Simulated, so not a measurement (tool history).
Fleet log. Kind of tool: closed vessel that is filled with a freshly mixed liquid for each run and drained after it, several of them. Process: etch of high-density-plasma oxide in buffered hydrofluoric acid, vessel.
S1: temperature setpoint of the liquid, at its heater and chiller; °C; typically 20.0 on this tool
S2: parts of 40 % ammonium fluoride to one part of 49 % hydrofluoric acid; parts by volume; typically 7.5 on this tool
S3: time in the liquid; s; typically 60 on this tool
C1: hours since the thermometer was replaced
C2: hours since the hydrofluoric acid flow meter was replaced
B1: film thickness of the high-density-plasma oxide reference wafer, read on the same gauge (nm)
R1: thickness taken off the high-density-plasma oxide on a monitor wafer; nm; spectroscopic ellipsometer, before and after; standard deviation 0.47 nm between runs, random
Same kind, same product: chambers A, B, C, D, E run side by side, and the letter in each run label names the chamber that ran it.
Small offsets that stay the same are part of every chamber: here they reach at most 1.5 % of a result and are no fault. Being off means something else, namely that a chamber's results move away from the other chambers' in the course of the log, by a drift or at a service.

run	hour	S1	S2	S3	C1	C2	B1	R1
1A	9.9	20.0	7.5	60	367.4	1727.1	109.98	81.682
2D	19.7	20.0	7.5	60	296.3	1220.3	110.02	81.824
3C	25.6	20.0	7.5	60	126.7	573.4	109.94	82.709
# hour 29.5: chamber A: hydrofluoric acid flow meter replaced
4B	31.6	20.0	7.5	60	325.1	738.1	110.01	82.916
5E	43.1	20.0	7.5	60	122.6	2692.7	110.02	84.719
6E	50.3	20.0	7.5	60	129.8	2699.9	110.01	85.031
# hour 55.5: chamber E: hydrofluoric acid flow meter replaced
7D	59.5	20.0	7.5	60	336.1	1260.1	109.99	83.550
8B	70.3	20.0	7.5	60	363.8	776.8	110.01	82.101
9C	80.0	20.0	7.5	60	181.1	627.8	109.99	83.947
10A	92.9	20.0	7.5	60	450.4	63.4	110.04	81.999
11C	106.0	20.0	7.5	60	207.1	653.8	109.95	83.941
12D	116.0	20.0	5.0	60	392.6	1316.6	109.96	118.530
13B	128.3	20.0	5.0	60	421.8	834.8	109.98	118.140
14E	135.8	20.0	5.0	60	215.3	80.3	110.00	121.780
15A	141.6	20.0	5.0	60	499.1	112.1	110.04	118.350
16D	150.1	20.0	5.0	60	426.7	1350.7	110.00	118.790
17E	161.6	20.0	7.5	60	241.1	106.1	109.97	84.395
18A	171.2	18.5	7.5	80	528.7	141.7	109.96	99.265
19B	177.3	18.5	7.5	80	470.8	883.8	110.00	100.930
20C	185.2	18.5	7.5	80	286.3	733.0	110.01	102.630
21A	196.8	18.5	7.5	80	554.3	167.3	110.01	99.193
22B	206.8	18.5	7.5	80	500.3	913.3	109.97	100.660
23C	216.3	22.5	7.5	95	317.4	764.1	110.01	152.360
24E	224.8	22.5	7.5	95	304.3	169.3	109.97	151.280
25D	231.6	22.5	7.5	95	508.2	1432.2	109.99	151.610
26E	238.3	22.5	7.5	95	317.8	182.8	109.96	152.070
27D	245.9	22.5	7.5	95	522.5	1446.5	109.97	150.640
28B	252.6	20.0	7.5	60	546.1	959.1	110.00	82.596
29C	265.5	20.0	7.5	60	366.6	813.3	110.00	83.183
30A	276.7	20.0	7.5	60	634.2	247.2	109.98	78.769
31B	283.4	20.0	7.5	60	576.9	989.9	109.97	81.554
32D	290.3	20.0	7.5	60	566.9	1490.9	110.00	83.335
33A	298.6	20.0	7.5	60	656.1	269.1	109.99	78.350
34C	305.7	20.0	7.5	60	406.8	853.5	110.01	82.570
35E	314.8	20.0	7.5	60	394.3	259.3	110.00	83.815
36B	325.1	20.0	7.5	60	618.6	1031.6	110.00	82.809
37D	334.0	20.0	7.5	60	610.6	1534.6	109.98	82.462
38A	342.8	20.0	7.5	60	700.3	313.3	109.96	78.273
39E	350.0	20.0	7.5	60	429.5	294.5	110.00	83.400

Next, all 5 chambers run the settings below, one line each with question marks for the results. What does each chamber give?
40A	359.4	22.5	7.5	60				?
40B	359.4	22.5	7.5	60				?
40C	359.4	22.5	7.5	60				?
40D	359.4	22.5	7.5	60				?
40E	359.4	22.5	7.5	60				?

run	R1
40A	89.505
40B	93.467
40C	95.415
40D	95.534
40E	95.665
